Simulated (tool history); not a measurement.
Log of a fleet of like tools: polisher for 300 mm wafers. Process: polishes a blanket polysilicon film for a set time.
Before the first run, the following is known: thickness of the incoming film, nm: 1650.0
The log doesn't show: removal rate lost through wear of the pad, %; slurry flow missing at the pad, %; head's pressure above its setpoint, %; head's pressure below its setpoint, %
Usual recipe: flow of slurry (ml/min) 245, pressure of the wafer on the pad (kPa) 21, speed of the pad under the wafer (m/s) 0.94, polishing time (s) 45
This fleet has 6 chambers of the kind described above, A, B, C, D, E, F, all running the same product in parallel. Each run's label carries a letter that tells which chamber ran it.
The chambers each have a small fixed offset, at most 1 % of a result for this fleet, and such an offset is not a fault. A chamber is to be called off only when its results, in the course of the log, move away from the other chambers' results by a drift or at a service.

run	hour	flow of slurry (ml/min)	pressure of the wafer on the pad (kPa)	speed of the pad under the wafer (m/s)	polishing time (s)	wafers polished on this pad	hours since the slurry nozzle was cleaned	hours since the head pressure was calibrated	film removed (Å)
1C	6.8	245	21	0.94	45	998	425.8	277.8	3275.7
2A	15.2	245	21	0.94	45	758	551.2	1043.2	3213.4
# hour 18.7: chamber D: worn pad replaced by a new one
# hour 18.7: chamber B: slurry nozzle cleaned
# hour 19.2: chamber C: worn pad replaced by a new one
3D	25.6	245	21	0.94	45	68	400.2	188.2	3314
# hour 26.6: chamber E: worn pad replaced by a new one
4F	38.4	245	21	0.94	45	897	143.3	192.3	3243.6
5E	52.7	245	21	0.94	45	259	711.6	262	3297.6
# hour 53.6: chamber B: worn pad replaced by a new one
# hour 57: chamber A: worn pad replaced by a new one
# hour 60.8: chamber A: slurry nozzle cleaned
6B	64.4	245	21	0.94	45	107	45.8	1006.9	3253.7
# hour 65.8: chamber F: worn pad replaced by a new one
# hour 67.1: chamber A: head pressure recalibrated
# hour 69.4: chamber C: slurry nozzle cleaned
7D	72.4	245	21	0.94	45	534	447	235	3306.7
8E	83.8	245	21	0.94	45	569	742.7	293.1	3284.1
9C	92.2	245	21	0.94	45	727	22.8	363.2	3283.5
# hour 92.8: chamber D: worn pad replaced by a new one
10B	103.7	245	21	0.94	45	499	85.1	1046.2	3304
# hour 108.3: chamber F: slurry nozzle cleaned
11F	110.5	245	21	0.94	45	445	2.2	264.4	3257.5
# hour 117.9: chamber C: worn pad replaced by a new one
12A	119	245	21	0.94	45	617	58.2	51.9	3247.4
13D	128.2	245	21	0.94	45	352	502.8	290.8	3267.4
14A	135.1	245	21	0.94	45	778	74.3	68	3237
15B	142.1	245	21	0.94	45	881	123.5	1084.6	3276.4
16F	148.9	245	21	0.94	45	827	40.6	302.8	3260.8
17E	162.4	245	21	0.94	45	1352	821.3	371.7	3292.5
# hour 165.4: chamber D: worn pad replaced by a new one
# hour 166.2: chamber B: worn pad replaced by a new one
18C	172.1	245	21	0.94	45	540	102.7	443.1	3315.1
# hour 175.8: chamber E: worn pad replaced by a new one
19E	179.9	245	21	0.94	45	41	838.8	389.2	3333.2
# hour 180.3: chamber A: worn pad replaced by a new one
# hour 182.2: chamber F: worn pad replaced by a new one
20F	190.7	245	21	0.94	45	84	82.4	344.6	3364.2
# hour 194.4: chamber E: slurry nozzle cleaned
# hour 201: chamber D: slurry nozzle cleaned
21B	202.3	245	21	0.94	45	360	183.7	1144.8	3318.6
22C	213	245	21	0.94	45	947	143.6	484	3278.6
# hour 218: chamber C: worn pad replaced by a new one
23A	222.2	245	21	0.94	45	417	161.4	155.1	3278.9
24D	228.4	245	21	0.8	30	628	27.5	391	1844.6
# hour 234: chamber D: worn pad replaced by a new one
25E	235.5	245	21	0.8	30	595	41.2	444.8	1873.3
# hour 240.5: chamber B: head pressure recalibrated
26C	245.2	245	21	0.8	30	271	175.8	516.2	1853.8
27A	258.3	245	21	0.8	30	777	197.5	191.2	1871.2
28D	271.8	245	21	0.8	30	377	70.9	434.4	1862.5
# hour 276.1: chamber B: worn pad replaced by a new one
29B	279.2	245	21	0.8	30	31	260.6	38.8	1868.5
30F	287.5	245	21	0.94	45	1048	179.2	441.4	3418.9
# hour 297.9: chamber A: worn pad replaced by a new one
31C	298.8	245	21	0.94	45	804	229.4	569.8	3277.8
# hour 299.2: chamber F: worn pad replaced by a new one
# hour 300.1: chamber E: worn pad replaced by a new one
32D	305.2	245	21	0.94	45	709	104.3	467.8	3281.7
33B	312.1	245	21	0.94	45	358	293.5	71.7	3307.8
34F	323.7	245	21	0.94	45	244	215.4	477.6	3503.4
35E	337.6	245	21	1.04	45	373	143.3	546.9	3648.1
36A	347.2	245	21	1.04	45	491	286.4	280.1	3594.2
37A	355.3	245	21	1.04	45	572	294.5	288.2	3595.1

All chambers now run identical settings, listed one chamber a line with results as question marks. What results will each chamber show?
38A	365.5	245	21	0.94	45				?
38B	365.5	245	21	0.94	45				?
38C	365.5	245	21	0.94	45				?
38D	365.5	245	21	0.94	45				?
38E	365.5	245	21	0.94	45				?
38F	365.5	245	21	0.94	45				?

run	film removed (Å)
38A	3286.9
38B	3261.4
38C	3219.7
38D	3293.5
38E	3381.9
38F	3507.1

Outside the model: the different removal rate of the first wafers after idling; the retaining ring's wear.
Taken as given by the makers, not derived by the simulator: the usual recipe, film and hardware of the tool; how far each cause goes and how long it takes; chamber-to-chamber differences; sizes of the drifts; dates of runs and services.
